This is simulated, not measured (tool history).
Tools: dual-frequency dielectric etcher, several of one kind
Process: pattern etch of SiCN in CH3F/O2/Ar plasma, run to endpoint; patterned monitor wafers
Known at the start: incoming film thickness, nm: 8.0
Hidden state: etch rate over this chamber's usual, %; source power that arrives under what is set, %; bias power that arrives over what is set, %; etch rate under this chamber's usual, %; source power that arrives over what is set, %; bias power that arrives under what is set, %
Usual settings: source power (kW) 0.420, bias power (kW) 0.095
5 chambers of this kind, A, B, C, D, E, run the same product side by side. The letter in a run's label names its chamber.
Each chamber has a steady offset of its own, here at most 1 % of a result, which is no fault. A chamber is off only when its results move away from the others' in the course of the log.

run	hour	source power (kW)	bias power (kW)	hours since the last wet clean	hours since the last source power generator calibration	hours since the last bias power generator calibration	endpoint time (s)
1C	8.8	0.420	0.095	200.7	1148.7	1340.6	19.055
2B	19.1	0.420	0.095	82.6	4050.1	1780.9	18.816
3D	33.8	0.420	0.095	155.8	1834.4	167.5	18.836
4E	40.6	0.420	0.095	516.2	338.6	3199.9	18.771
# hour 42.5: chamber E: wet clean of the chamber
5A	48.4	0.420	0.095	107.1	3900.5	1228.3	19.029
6C	60.4	0.420	0.095	252.3	1200.3	1392.2	18.901
7E	67.2	0.420	0.095	24.7	365.2	3226.5	18.945
8A	75.8	0.420	0.095	134.5	3927.9	1255.7	19.223
9B	89.6	0.420	0.095	153.1	4120.6	1851.4	18.880
10D	97.6	0.420	0.095	219.6	1898.2	231.3	19.148
11D	109.1	0.420	0.095	231.1	1909.7	242.8	18.987
12A	119.6	0.420	0.095	178.3	3971.7	1299.5	19.029
13E	127.2	0.420	0.072	84.7	425.2	3286.5	20.796
14B	136.6	0.420	0.072	200.1	4167.6	1898.4	20.913
15C	145.6	0.420	0.072	337.5	1285.5	1477.4	20.825
16B	152.4	0.420	0.072	215.9	4183.4	1914.2	20.905
17D	167.0	0.420	0.072	289.0	1967.6	300.7	21.069
18E	178.3	0.420	0.095	135.8	476.3	3337.6	18.863
19A	188.5	0.420	0.095	247.2	4040.6	1368.4	19.081
20C	196.8	0.420	0.095	388.7	1336.7	1528.6	19.114
21C	206.5	0.420	0.095	398.4	1346.4	1538.3	18.874
22A	217.1	0.420	0.095	275.8	4069.2	1397.0	19.147
23D	230.9	0.420	0.095	352.9	2031.5	364.6	19.243
24E	246.3	0.420	0.095	203.8	544.3	3405.6	19.068
25B	255.1	0.420	0.095	318.6	4286.1	2016.9	18.930
26E	268.0	0.420	0.095	225.5	566.0	3427.3	18.916
27B	279.2	0.420	0.095	342.7	4310.2	2041.0	18.887
28D	290.8	0.420	0.095	412.8	2091.4	424.5	19.522
29A	300.9	0.420	0.095	359.6	4153.0	1480.8	18.941
30C	310.8	0.450	0.117	502.7	1450.7	1642.6	17.025
31E	319.9	0.450	0.117	277.4	617.9	3479.2	17.000
32C	334.1	0.450	0.117	526.0	1474.0	1665.9	17.218
# hour 339.9: chamber C: wet clean of the chamber
33D	347.5	0.450	0.117	469.5	2148.1	481.2	17.572
34B	355.8	0.450	0.117	419.3	4386.8	2117.6	16.956
# hour 369.8: chamber A: wet clean of the chamber
35A	370.1	0.420	0.095	0.4	4222.2	1550.0	19.060
36D	379.5	0.420	0.095	501.5	2180.1	513.2	19.572
37B	390.0	0.420	0.095	453.5	4421.0	2151.8	18.896
38C	399.3	0.420	0.095	59.4	1539.2	1731.1	18.917
39E	413.4	0.420	0.095	370.9	711.4	3572.7	18.817
# hour 417.2: chamber A: source power generator calibrated
40A	425.3	0.420	0.095	55.6	8.1	1605.2	18.763
41A	434.4	0.420	0.095	64.7	17.2	1614.3	18.904
42C	445.0	0.420	0.095	105.1	1584.9	1776.8	19.060
43B	460.4	0.420	0.095	523.9	4491.4	2222.2	18.940

Is one chamber off against the others, does the gauge drift, or is nothing wrong? If a chamber is off, say which, and what the likeliest cause is.

Chamber D drifts away from the others.
Cause: etch rate under this chamber's usual, % = 5.1.

Here are 4 candidates for chamber D's next run, each the usual settings with a change, their results left as question marks. Which one brings its results back in line with what the others give on the usual settings?
In line means no further than this from the other chambers' mean on the usual settings: endpoint time (s) 0.320
44D-1	471.5	0.400	0.095				?
44D-2	471.5	0.450	0.101				?
44D-3	471.5	0.390	0.089				?
44D-4	471.5	0.430	0.097				?

The other chambers' mean on the usual settings: endpoint time (s) 18.942
run	endpoint time (s)
44D-1	20.199
44D-2	18.898
44D-3	20.883
44D-4	19.510
44D-2 brings the chamber back in line.

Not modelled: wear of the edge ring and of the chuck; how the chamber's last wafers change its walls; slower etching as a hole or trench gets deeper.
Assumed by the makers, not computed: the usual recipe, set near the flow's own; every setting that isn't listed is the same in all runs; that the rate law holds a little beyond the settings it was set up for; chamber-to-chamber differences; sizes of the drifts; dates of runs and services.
